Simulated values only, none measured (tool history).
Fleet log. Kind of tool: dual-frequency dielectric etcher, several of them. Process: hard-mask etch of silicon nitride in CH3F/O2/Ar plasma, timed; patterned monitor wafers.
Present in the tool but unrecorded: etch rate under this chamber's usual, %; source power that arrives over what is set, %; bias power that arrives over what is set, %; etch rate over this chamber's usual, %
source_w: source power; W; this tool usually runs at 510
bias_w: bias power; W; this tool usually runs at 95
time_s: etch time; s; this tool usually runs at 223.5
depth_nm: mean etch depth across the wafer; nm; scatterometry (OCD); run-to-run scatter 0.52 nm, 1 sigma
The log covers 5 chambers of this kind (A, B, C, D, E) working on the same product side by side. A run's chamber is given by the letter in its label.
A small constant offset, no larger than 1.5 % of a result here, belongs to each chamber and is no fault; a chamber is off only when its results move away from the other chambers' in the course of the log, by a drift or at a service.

| run | day | source_w | bias_w | time_s | hours since the last wet clean | hours since the last source power generator calibration | hours since the last bias power generator calibration | read-back reference wafer on the same gauge, depth_nm | depth_nm |
|---|---|---|---|---|---|---|---|---|---|
| 1A | 0.188 | 510 | 95 | 223.5 | 118 | 219 | 2696.7 | 180.1 | 189.8 |
| 2B | 0.471 | 510 | 95 | 223.5 | 393.9 | 46.6 | 3417.1 | 180 | 187.96 |
| 3E | 0.604 | 510 | 95 | 223.5 | 270.3 | 298.9 | 1797 | 180.04 | 191.74 |
| 4D | 0.75 | 510 | 95 | 223.5 | 308 | 3141.4 | 2211.1 | 180.01 | 190.38 |
| 5C | 0.962 | 510 | 95 | 223.5 | 38 | 2501.1 | 1620 | 180.07 | 187.96 |
| 6B | 1.117 | 510 | 95 | 223.5 | 409.4 | 62.1 | 3432.6 | 179.92 | 187.4 |
|  | 1.254 | chamber B: wet clean of the chamber |
| 7D | 1.338 | 510 | 95 | 223.5 | 322.1 | 3155.5 | 2225.2 | 179.91 | 189.93 |
| 8C | 1.504 | 510 | 95 | 223.5 | 51 | 2514.1 | 1633 | 179.98 | 187.4 |
| 9E | 1.7 | 510 | 95 | 223.5 | 296.6 | 325.2 | 1823.3 | 180.13 | 192.46 |
| 10A | 1.992 | 510 | 95 | 223.5 | 161.3 | 262.3 | 2740 | 180 | 188.93 |
| 11C | 2.271 | 510 | 95 | 223.5 | 69.4 | 2532.5 | 1651.4 | 179.95 | 186.81 |
| 12E | 2.442 | 510 | 108 | 223.5 | 314.4 | 343 | 1841.1 | 179.96 | 200.98 |
| 13A | 2.604 | 510 | 108 | 223.5 | 176 | 277 | 2754.7 | 179.99 | 198.66 |
| 14B | 2.846 | 510 | 108 | 223.5 | 38.3 | 103.6 | 3474.1 | 179.87 | 195.89 |
| 15D | 2.983 | 510 | 108 | 223.5 | 361.6 | 3195 | 2264.7 | 180.18 | 199.24 |
| 16A | 3.246 | 510 | 108 | 223.5 | 191.4 | 292.4 | 2770.1 | 179.97 | 198.23 |
| 17B | 3.496 | 510 | 95 | 223.5 | 53.9 | 119.2 | 3489.7 | 179.92 | 188.24 |
| 18E | 3.667 | 510 | 95 | 223.5 | 343.8 | 372.4 | 1870.5 | 180.02 | 191.02 |
| 19D | 3.892 | 510 | 95 | 266 | 383.4 | 3216.8 | 2286.5 | 180.03 | 226.42 |
| 20C | 4.025 | 510 | 95 | 266 | 111.5 | 2574.6 | 1693.5 | 180.03 | 222.36 |
| 21D | 4.162 | 510 | 95 | 266 | 389.9 | 3223.3 | 2293 | 179.97 | 225.58 |
| 22B | 4.329 | 510 | 95 | 266 | 73.9 | 139.2 | 3509.7 | 180.04 | 224.53 |
| 23C | 4.562 | 510 | 95 | 266 | 124.4 | 2587.5 | 1706.4 | 179.92 | 223.48 |
| 24E | 4.812 | 510 | 95 | 223.5 | 371.3 | 399.9 | 1898 | 180.02 | 191.3 |
| 25A | 4.992 | 510 | 95 | 223.5 | 233.3 | 334.3 | 2812 | 180 | 186.36 |
| 26E | 5.183 | 510 | 95 | 223.5 | 380.2 | 408.8 | 1906.9 | 180.02 | 191.07 |
| 27B | 5.404 | 510 | 95 | 223.5 | 99.7 | 165 | 3535.5 | 180.09 | 188.48 |
|  | 5.542 | chamber E: wet clean of the chamber |
| 28D | 5.562 | 510 | 95 | 223.5 | 423.5 | 3256.9 | 2326.6 | 179.95 | 190.41 |
| 29C | 5.692 | 510 | 95 | 223.5 | 151.5 | 2614.6 | 1733.5 | 179.94 | 187.75 |
| 30A | 5.917 | 570 | 95 | 177.5 | 255.5 | 356.5 | 2834.2 | 179.89 | 154.41 |
| 31D | 6.112 | 570 | 95 | 177.5 | 436.7 | 3270.1 | 2339.8 | 179.93 | 156.88 |
| 32C | 6.296 | 570 | 95 | 177.5 | 166 | 2629.1 | 1748 | 180.03 | 155.53 |
| 33E | 6.45 | 570 | 95 | 177.5 | 21.8 | 439.2 | 1937.3 | 180.05 | 158.97 |
| 34B | 6.629 | 570 | 95 | 177.5 | 129.1 | 194.4 | 3564.9 | 180.06 | 155.68 |
| 35A | 6.842 | 600 | 81 | 223.5 | 277.7 | 378.7 | 2856.4 | 180.1 | 186.14 |
| 36A | 7 | 600 | 81 | 223.5 | 281.5 | 382.5 | 2860.2 | 179.95 | 185.76 |
| 37C | 7.204 | 600 | 81 | 223.5 | 187.8 | 2650.9 | 1769.8 | 179.89 | 188.82 |
|  | 7.283 | chamber D: source power generator calibrated |
| 38E | 7.504 | 600 | 81 | 223.5 | 47.1 | 464.5 | 1962.6 | 180.2 | 193.16 |
| 39B | 7.671 | 600 | 81 | 223.5 | 154.1 | 219.4 | 3589.9 | 179.98 | 189.36 |
| 40D | 7.821 | 510 | 103 | 223.5 | 477.7 | 13 | 2380.8 | 180.07 | 194.56 |
| 41A | 7.992 | 510 | 103 | 223.5 | 305.3 | 406.3 | 2884 | 180.11 | 188.24 |

One chamber off, gauge drift, or nothing amiss beyond the chambers' own small offsets? If it is a chamber, which one, and what is the likeliest cause?

Chamber A drifts away from the others.
Most likely cause: etch rate under this chamber's usual, % = 3.28.

Which of the 4 candidates below, each the usual settings with something changed and its results left as question marks, puts chamber A back in line with what the other chambers give on the usual settings?
Allowed miss from the other chambers' usual-settings mean, per result, to count as in line: depth_nm 1.8 nm
| 42A-1 | 8.208 | 510 | 95 | 226.5 |  |  |  |  | ? |
| 42A-2 | 8.208 | 510 | 104 | 223.5 |  |  |  |  | ? |
| 42A-3 | 8.208 | 490 | 95 | 223.5 |  |  |  |  | ? |
| 42A-4 | 8.208 | 510 | 94 | 217.5 |  |  |  |  | ? |

Usual-settings mean across the other chambers: depth_nm 189.29 nm
| run | depth_nm |
|---|---|
| 42A-1 | 185.49 |
| 42A-2 | 189.04 |
| 42A-3 | 180.33 |
| 42A-4 | 177.46 |
42A-2 brings the chamber back in line.

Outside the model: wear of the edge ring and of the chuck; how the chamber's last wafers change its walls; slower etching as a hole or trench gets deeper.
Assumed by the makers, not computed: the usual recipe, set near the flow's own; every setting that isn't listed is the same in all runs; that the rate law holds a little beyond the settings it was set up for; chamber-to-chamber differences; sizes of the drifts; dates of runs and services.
